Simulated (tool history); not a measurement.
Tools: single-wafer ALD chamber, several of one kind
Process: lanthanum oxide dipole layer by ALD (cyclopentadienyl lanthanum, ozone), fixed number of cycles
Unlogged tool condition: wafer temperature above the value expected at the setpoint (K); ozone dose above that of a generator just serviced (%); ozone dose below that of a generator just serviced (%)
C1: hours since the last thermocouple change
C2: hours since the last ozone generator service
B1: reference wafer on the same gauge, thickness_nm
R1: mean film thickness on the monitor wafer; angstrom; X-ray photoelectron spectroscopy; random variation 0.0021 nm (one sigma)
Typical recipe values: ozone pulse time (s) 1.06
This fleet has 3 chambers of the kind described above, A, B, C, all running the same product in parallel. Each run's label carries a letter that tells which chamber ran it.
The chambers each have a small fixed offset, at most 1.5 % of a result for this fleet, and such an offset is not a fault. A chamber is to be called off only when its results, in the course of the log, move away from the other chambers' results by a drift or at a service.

run 1C hour=4.5 | ozone_pulse_time_(s)=1.06 | C1=290.1 C2=667.9 | B1=0.40704 | R1=4.9922
run 2B hour=7.3 | ozone_pulse_time_(s)=1.06 | C1=269.9 C2=490.2 | B1=0.40669 | R1=5.0715
run 3A hour=11.4 | ozone_pulse_time_(s)=1.06 | C1=344.3 C2=710.0 | B1=0.40684 | R1=5.1428
run 4B hour=16.7 | ozone_pulse_time_(s)=1.06 | C1=279.3 C2=499.6 | B1=0.40651 | R1=5.0618
run 5A hour=21.3 | ozone_pulse_time_(s)=1.06 | C1=354.2 C2=719.9 | B1=0.40679 | R1=5.1055
run 6C hour=25.3 | ozone_pulse_time_(s)=1.06 | C1=310.9 C2=688.7 | B1=0.40667 | R1=5.0482
run 7B hour=31.0 | ozone_pulse_time_(s)=1.06 | C1=293.6 C2=513.9 | B1=0.40676 | R1=5.0257
run 8A hour=37.0 | ozone_pulse_time_(s)=1.06 | C1=369.9 C2=735.6 | B1=0.40722 | R1=5.1366
run 9C hour=40.6 | ozone_pulse_time_(s)=1.06 | C1=326.2 C2=704.0 | B1=0.40721 | R1=5.0202
run 10A hour=46.3 | ozone_pulse_time_(s)=1.06 | C1=379.2 C2=744.9 | B1=0.40724 | R1=5.1490
run 11B hour=49.4 | ozone_pulse_time_(s)=1.06 | C1=312.0 C2=532.3 | B1=0.40632 | R1=5.0663
run 12C hour=54.8 | ozone_pulse_time_(s)=1.06 | C1=340.4 C2=718.2 | B1=0.40752 | R1=5.0215
run 13C hour=57.7 | ozone_pulse_time_(s)=1.06 | C1=343.3 C2=721.1 | B1=0.40699 | R1=5.0250
run 14B hour=62.4 | ozone_pulse_time_(s)=1.06 | C1=325.0 C2=545.3 | B1=0.40655 | R1=5.0320
run 15A hour=68.4 | ozone_pulse_time_(s)=1.06 | C1=401.3 C2=767.0 | B1=0.40735 | R1=5.1351
run 16C hour=73.6 | ozone_pulse_time_(s)=0.70 | C1=359.2 C2=737.0 | B1=0.40689 | R1=4.2638
run 17B hour=79.3 | ozone_pulse_time_(s)=0.70 | C1=341.9 C2=562.2 | B1=0.40737 | R1=4.3110
run 18A hour=82.4 | ozone_pulse_time_(s)=0.70 | C1=415.3 C2=781.0 | B1=0.40675 | R1=4.4090
run 19B hour=86.7 | ozone_pulse_time_(s)=1.06 | C1=349.3 C2=569.6 | B1=0.40688 | R1=5.0206
-- hour=91.8 chamber C: ozone generator serviced
run 20A hour=92.0 | ozone_pulse_time_(s)=1.46 | C1=424.9 C2=790.6 | B1=0.40765 | R1=5.5246
run 21C hour=94.8 | ozone_pulse_time_(s)=1.46 | C1=380.4 C2=3.1 | B1=0.40712 | R1=5.4326
run 22C hour=98.9 | ozone_pulse_time_(s)=1.46 | C1=384.5 C2=7.2 | B1=0.40689 | R1=5.4165
run 23B hour=103.7 | ozone_pulse_time_(s)=1.06 | C1=366.3 C2=586.6 | B1=0.40687 | R1=5.0195
run 24A hour=106.8 | ozone_pulse_time_(s)=1.06 | C1=439.7 C2=805.4 | B1=0.40716 | R1=5.1820
run 25C hour=111.7 | ozone_pulse_time_(s)=1.39 | C1=397.3 C2=20.0 | B1=0.40737 | R1=5.3394
run 26B hour=114.9 | ozone_pulse_time_(s)=1.39 | C1=377.5 C2=597.8 | B1=0.40682 | R1=5.3170
-- hour=116.4 chamber A: ozone generator serviced
run 27A hour=117.9 | ozone_pulse_time_(s)=1.39 | C1=450.8 C2=1.6 | B1=0.40720 | R1=5.4999
run 28A hour=121.4 | ozone_pulse_time_(s)=0.72 | C1=454.3 C2=5.1 | B1=0.40700 | R1=4.4642
run 29B hour=125.9 | ozone_pulse_time_(s)=0.72 | C1=388.5 C2=608.8 | B1=0.40709 | R1=4.2829
run 30C hour=131.5 | ozone_pulse_time_(s)=0.72 | C1=417.1 C2=39.8 | B1=0.40733 | R1=4.3327
run 31A hour=136.6 | ozone_pulse_time_(s)=1.06 | C1=469.5 C2=20.3 | B1=0.40715 | R1=5.1254
run 32C hour=140.8 | ozone_pulse_time_(s)=1.06 | C1=426.4 C2=49.1 | B1=0.40687 | R1=5.0186
run 33B hour=145.5 | ozone_pulse_time_(s)=1.06 | C1=408.1 C2=628.4 | B1=0.40705 | R1=4.9183
run 34B hour=151.4 | ozone_pulse_time_(s)=1.06 | C1=414.0 C2=634.3 | B1=0.40712 | R1=4.9291
run 35A hour=154.8 | ozone_pulse_time_(s)=1.06 | C1=487.7 C2=38.5 | B1=0.40705 | R1=5.1447
run 36C hour=159.8 | ozone_pulse_time_(s)=1.06 | C1=445.4 C2=68.1 | B1=0.40682 | R1=5.0433
run 37A hour=164.9 | ozone_pulse_time_(s)=1.06 | C1=497.8 C2=48.6 | B1=0.40685 | R1=5.1545
run 38B hour=169.2 | ozone_pulse_time_(s)=1.44 | C1=431.8 C2=652.1 | B1=0.40704 | R1=5.2908
run 39C hour=174.4 | ozone_pulse_time_(s)=1.44 | C1=460.0 C2=82.7 | B1=0.40687 | R1=5.3914
run 40A hour=178.2 | ozone_pulse_time_(s)=1.44 | C1=511.1 C2=61.9 | B1=0.40681 | R1=5.5369
run 41C hour=183.5 | ozone_pulse_time_(s)=0.72 | C1=469.1 C2=91.8 | B1=0.40696 | R1=4.3988
run 42B hour=187.6 | ozone_pulse_time_(s)=0.72 | C1=450.2 C2=670.5 | B1=0.40696 | R1=4.0861
run 43C hour=190.3 | ozone_pulse_time_(s)=0.72 | C1=475.9 C2=98.6 | B1=0.40650 | R1=4.3325
run 44A hour=194.9 | ozone_pulse_time_(s)=1.06 | C1=527.8 C2=78.6 | B1=0.40685 | R1=5.1675

Has any chamber moved away from the others, gradually or after a service, or does the common gauge drift, or do the chambers differ only by their own small steady offsets? State the chamber and the most likely cause if one applies.

Chamber B drifts away from the others.
Cause: ozone dose below that of a generator just serviced (%) = 15.6.

Which of the 4 candidates below, each the usual settings with something changed and its results left as question marks, puts chamber B back in line with what the other chambers give on the usual settings?
Counts as in line when no further than this from what the other chambers average on the usual settings: R1 0.0740 angstrom
run 45B-1 hour=199.3 | ozone_pulse_time_(s)=1.61 | R1=?
run 45B-2 hour=199.3 | ozone_pulse_time_(s)=0.90 | R1=?
run 45B-3 hour=199.3 | ozone_pulse_time_(s)=0.80 | R1=?
run 45B-4 hour=199.3 | ozone_pulse_time_(s)=1.27 | R1=?

The other chambers' mean on the usual settings: R1 5.0880 angstrom
run=45B-1 R1=5.3628
run=45B-2 R1=4.4952
run=45B-3 R1=4.2680
run=45B-4 R1=5.0713
45B-4 puts the chamber back in line with the other chambers.
